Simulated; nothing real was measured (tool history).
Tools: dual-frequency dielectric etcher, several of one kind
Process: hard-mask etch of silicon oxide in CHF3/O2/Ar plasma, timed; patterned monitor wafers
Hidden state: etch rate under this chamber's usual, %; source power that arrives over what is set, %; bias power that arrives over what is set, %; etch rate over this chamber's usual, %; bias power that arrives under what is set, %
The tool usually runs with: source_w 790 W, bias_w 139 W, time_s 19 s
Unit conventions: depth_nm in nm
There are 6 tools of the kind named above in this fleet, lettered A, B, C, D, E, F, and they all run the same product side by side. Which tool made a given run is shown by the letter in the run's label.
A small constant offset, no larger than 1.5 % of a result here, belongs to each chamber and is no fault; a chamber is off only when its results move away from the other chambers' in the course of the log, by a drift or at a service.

| run | hour | source_w | bias_w | time_s | hours since the last wet clean | hours since the last source power generator calibration | hours since the last bias power generator calibration | read-back reference wafer on the same gauge, depth_nm | depth_nm |
|---|---|---|---|---|---|---|---|---|---|
| 1E | 9.3 | 790 | 139 | 19 | 307.2 | 166.8 | 769.1 | 33.591 | 37.852 |
| 2B | 18.1 | 790 | 139 | 19 | 338.5 | 4540.9 | 1189.2 | 33.597 | 38.104 |
| 3D | 31.6 | 790 | 139 | 19 | 96.1 | 1465.1 | 1779.2 | 33.589 | 38.765 |
| 4A | 38.5 | 790 | 139 | 19 | 362.4 | 374.3 | 860.3 | 33.575 | 38.132 |
| 5C | 45.5 | 790 | 139 | 19 | 119.9 | 636.0 | 3247.6 | 33.582 | 38.339 |
| 6F | 58.6 | 790 | 139 | 19 | 369.6 | 939.9 | 255.2 | 33.573 | 38.589 |
| 7A | 67.3 | 790 | 139 | 19 | 391.2 | 403.1 | 889.1 | 33.566 | 38.311 |
| 8B | 74.1 | 790 | 139 | 19 | 394.5 | 4596.9 | 1245.2 | 33.561 | 38.032 |
| 9C | 86.7 | 790 | 139 | 19 | 161.1 | 677.2 | 3288.8 | 33.566 | 38.178 |
| 10F | 96.2 | 790 | 139 | 19 | 407.2 | 977.5 | 292.8 | 33.548 | 38.707 |
|  | 97.6 | chamber A: wet clean of the chamber |
|  | 110.4 | chamber E: wet clean of the chamber |
| 11E | 111.2 | 790 | 139 | 23 | 0.9 | 268.7 | 871.0 | 33.551 | 45.800 |
|  | 122.9 | chamber F: wet clean of the chamber |
| 12D | 125.1 | 790 | 139 | 23 | 189.6 | 1558.6 | 1872.7 | 33.528 | 46.645 |
| 13C | 132.9 | 790 | 139 | 23 | 207.3 | 723.4 | 3335.0 | 33.537 | 46.350 |
| 14E | 140.7 | 790 | 139 | 23 | 30.4 | 298.2 | 900.5 | 33.526 | 45.784 |
| 15F | 148.6 | 790 | 139 | 23 | 25.7 | 1029.9 | 345.2 | 33.518 | 46.737 |
| 16A | 159.3 | 790 | 139 | 23 | 61.8 | 495.1 | 981.1 | 33.521 | 46.374 |
| 17B | 170.7 | 790 | 139 | 19 | 491.1 | 4693.5 | 1341.8 | 33.520 | 37.989 |
|  | 173.1 | chamber B: wet clean of the chamber |
| 18D | 183.5 | 790 | 139 | 19 | 248.0 | 1617.0 | 1931.1 | 33.502 | 38.630 |
|  | 189.6 | chamber B: source power generator calibrated |
| 19B | 191.6 | 790 | 139 | 19 | 18.6 | 2.1 | 1362.7 | 33.501 | 37.958 |
| 20A | 201.6 | 790 | 139 | 19 | 104.1 | 537.4 | 1023.4 | 33.495 | 38.178 |
| 21F | 214.0 | 790 | 111 | 21 | 91.1 | 1095.3 | 410.6 | 33.498 | 39.903 |
| 22D | 225.9 | 790 | 111 | 21 | 290.4 | 1659.4 | 1973.5 | 33.493 | 39.890 |
| 23C | 232.9 | 790 | 111 | 21 | 307.3 | 823.4 | 3435.0 | 33.473 | 39.269 |
| 24E | 242.3 | 790 | 111 | 21 | 132.0 | 399.8 | 1002.1 | 33.483 | 38.912 |
| 25A | 257.3 | 790 | 111 | 21 | 159.8 | 593.1 | 1079.1 | 33.484 | 39.396 |
|  | 269.4 | chamber D: wet clean of the chamber |
| 26E | 270.3 | 790 | 111 | 21 | 160.0 | 427.8 | 1030.1 | 33.468 | 38.878 |
| 27D | 279.0 | 790 | 139 | 19 | 9.7 | 1712.5 | 2026.6 | 33.463 | 38.582 |
| 28B | 285.9 | 790 | 139 | 19 | 112.9 | 96.4 | 1457.0 | 33.462 | 37.971 |
| 29C | 293.2 | 790 | 139 | 19 | 367.6 | 883.7 | 3495.3 | 33.452 | 38.092 |
| 30F | 303.2 | 790 | 139 | 19 | 180.3 | 1184.5 | 499.8 | 33.465 | 38.484 |
| 31E | 311.4 | 790 | 139 | 21 | 201.1 | 468.9 | 1071.2 | 33.448 | 41.648 |
|  | 318.1 | chamber C: wet clean of the chamber |
| 32D | 321.3 | 790 | 139 | 21 | 52.0 | 1754.8 | 2068.9 | 33.452 | 42.773 |
| 33B | 332.6 | 790 | 139 | 21 | 159.6 | 143.1 | 1503.7 | 33.435 | 42.007 |
| 34C | 347.4 | 790 | 139 | 21 | 29.4 | 937.9 | 3549.5 | 33.424 | 42.173 |
| 35F | 362.3 | 790 | 139 | 21 | 239.4 | 1243.6 | 558.9 | 33.429 | 42.631 |
| 36A | 373.9 | 790 | 139 | 21 | 276.4 | 709.7 | 1195.7 | 33.431 | 42.080 |
| 37A | 383.3 | 790 | 139 | 19 | 285.8 | 719.1 | 1205.1 | 33.418 | 38.150 |
| 38E | 392.1 | 790 | 109 | 19 | 281.8 | 549.6 | 1151.9 | 33.405 | 34.944 |
| 39C | 406.8 | 790 | 109 | 19 | 88.8 | 997.3 | 3608.9 | 33.400 | 35.370 |
|  | 408.8 | chamber D: bias power generator calibrated |
| 40D | 421.1 | 790 | 109 | 19 | 151.8 | 1854.6 | 12.4 | 33.405 | 35.628 |
| 41F | 431.2 | 790 | 109 | 19 | 308.3 | 1312.5 | 627.8 | 33.389 | 35.701 |

Next, all 6 chambers run the settings below, one line each with question marks for the results. What does each chamber give?
| 42A | 442.3 | 940 | 139 | 19 |  |  |  |  | ? |
| 42B | 442.3 | 940 | 139 | 19 |  |  |  |  | ? |
| 42C | 442.3 | 940 | 139 | 19 |  |  |  |  | ? |
| 42D | 442.3 | 940 | 139 | 19 |  |  |  |  | ? |
| 42E | 442.3 | 940 | 139 | 19 |  |  |  |  | ? |
| 42F | 442.3 | 940 | 139 | 19 |  |  |  |  | ? |

| run | depth_nm |
|---|---|
| 42A | 40.647 |
| 42B | 40.515 |
| 42C | 40.865 |
| 42D | 41.238 |
| 42E | 40.218 |
| 42F | 41.159 |

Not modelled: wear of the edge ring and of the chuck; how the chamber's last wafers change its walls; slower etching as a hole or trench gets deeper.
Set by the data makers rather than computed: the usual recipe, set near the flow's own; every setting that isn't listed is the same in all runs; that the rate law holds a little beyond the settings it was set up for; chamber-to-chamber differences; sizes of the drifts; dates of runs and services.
